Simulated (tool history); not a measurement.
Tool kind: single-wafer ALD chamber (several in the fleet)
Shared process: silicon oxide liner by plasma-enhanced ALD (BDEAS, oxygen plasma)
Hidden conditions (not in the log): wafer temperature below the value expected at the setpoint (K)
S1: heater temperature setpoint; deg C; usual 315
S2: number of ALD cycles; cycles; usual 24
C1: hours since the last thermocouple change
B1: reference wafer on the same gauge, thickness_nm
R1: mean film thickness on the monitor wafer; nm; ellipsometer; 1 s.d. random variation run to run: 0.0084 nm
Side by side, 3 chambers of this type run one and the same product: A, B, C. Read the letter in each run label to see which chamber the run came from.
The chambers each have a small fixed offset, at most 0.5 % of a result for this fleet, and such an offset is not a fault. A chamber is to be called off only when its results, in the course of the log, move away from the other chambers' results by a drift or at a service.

run   hour   S1  S2      C1      B1      R1
 1A    5.1  315  24  1443.3  1.9896  2.1702
 2B    9.9  315  24    20.5  1.9904  2.1768
 3C   12.9  315  24  1193.2  1.9894  2.1793
 4A   15.8  315  24  1454.0  1.9886  2.1892
 5B   20.8  315  24    31.4  1.9900  2.1928
 6C   23.9  315  24  1204.2  1.9907  2.2008
 7A   27.9  315  24  1466.1  1.9887  2.1823
 8C   30.9  315  24  1211.2  1.9896  2.1930
 9B   35.2  315  24    45.8  1.9904  2.2107
10C   39.7  315  24  1220.0  1.9920  2.1878
11A   45.4  315  24  1483.6  1.9902  2.1729
12B   49.0  315  24    59.6  1.9886  2.1863
13A   53.0  315  24  1491.2  1.9898  2.1847
14B   57.7  315  24    68.3  1.9914  2.1958
15C   61.4  315  24  1241.7  1.9930  2.1871
16C   67.4  315  24  1247.7  1.9928  2.2145
17B   71.3  315  24    81.9  1.9912  2.1852
18A   75.5  315  24  1513.7  1.9901  2.1772
19B   81.0  315  24    91.6  1.9886  2.1971
20A   84.2  315  24  1522.4  1.9894  2.1824
21C   87.6  327  24  1267.9  1.9902  2.1543
22B   90.4  327  24   101.0  1.9932  2.1443
23C   94.8  327  24  1275.1  1.9905  2.1438
24A   99.6  315  22  1537.8  1.9881  2.0050
25C  104.0  315  22  1284.3  1.9901  2.0087
26B  109.6  315  22   120.2  1.9882  2.0068
27A  113.2  315  24  1551.4  1.9886  2.1795
28C  117.5  315  24  1297.8  1.9883  2.1854
29B  121.4  315  24   132.0  1.9920  2.1848
30A  125.7  315  24  1563.9  1.9901  2.1838
31C  128.3  315  24  1308.6  1.9886  2.2008
32B  133.1  315  24   143.7  1.9929  2.1843
33A  137.2  315  24  1575.4  1.9893  2.1772
34B  141.1  315  24   151.7  1.9899  2.1943
35A  146.0  315  24  1584.2  1.9890  2.1769
36C  149.3  315  24  1329.6  1.9907  2.1883
37C  153.2  315  24  1333.5  1.9903  2.2035
38A  156.5  315  24  1594.7  1.9893  2.1824
39B  159.4  315  24   170.0  1.9908  2.1840
40B  162.8  320  26   173.4  1.9903  2.3607
     162.9  -- chamber C: thermocouple changed; heater temperature recalibrated
41C  168.4  320  26     5.6  1.9888  2.3501

Each of the 3 chambers runs these same settings next. Fill in every chamber's results:
42A  172.7  315  29           ?
42B  172.7  315  29           ?
42C  172.7  315  29           ?

run      R1
42A  2.6253
42B  2.6327
42C  2.6585
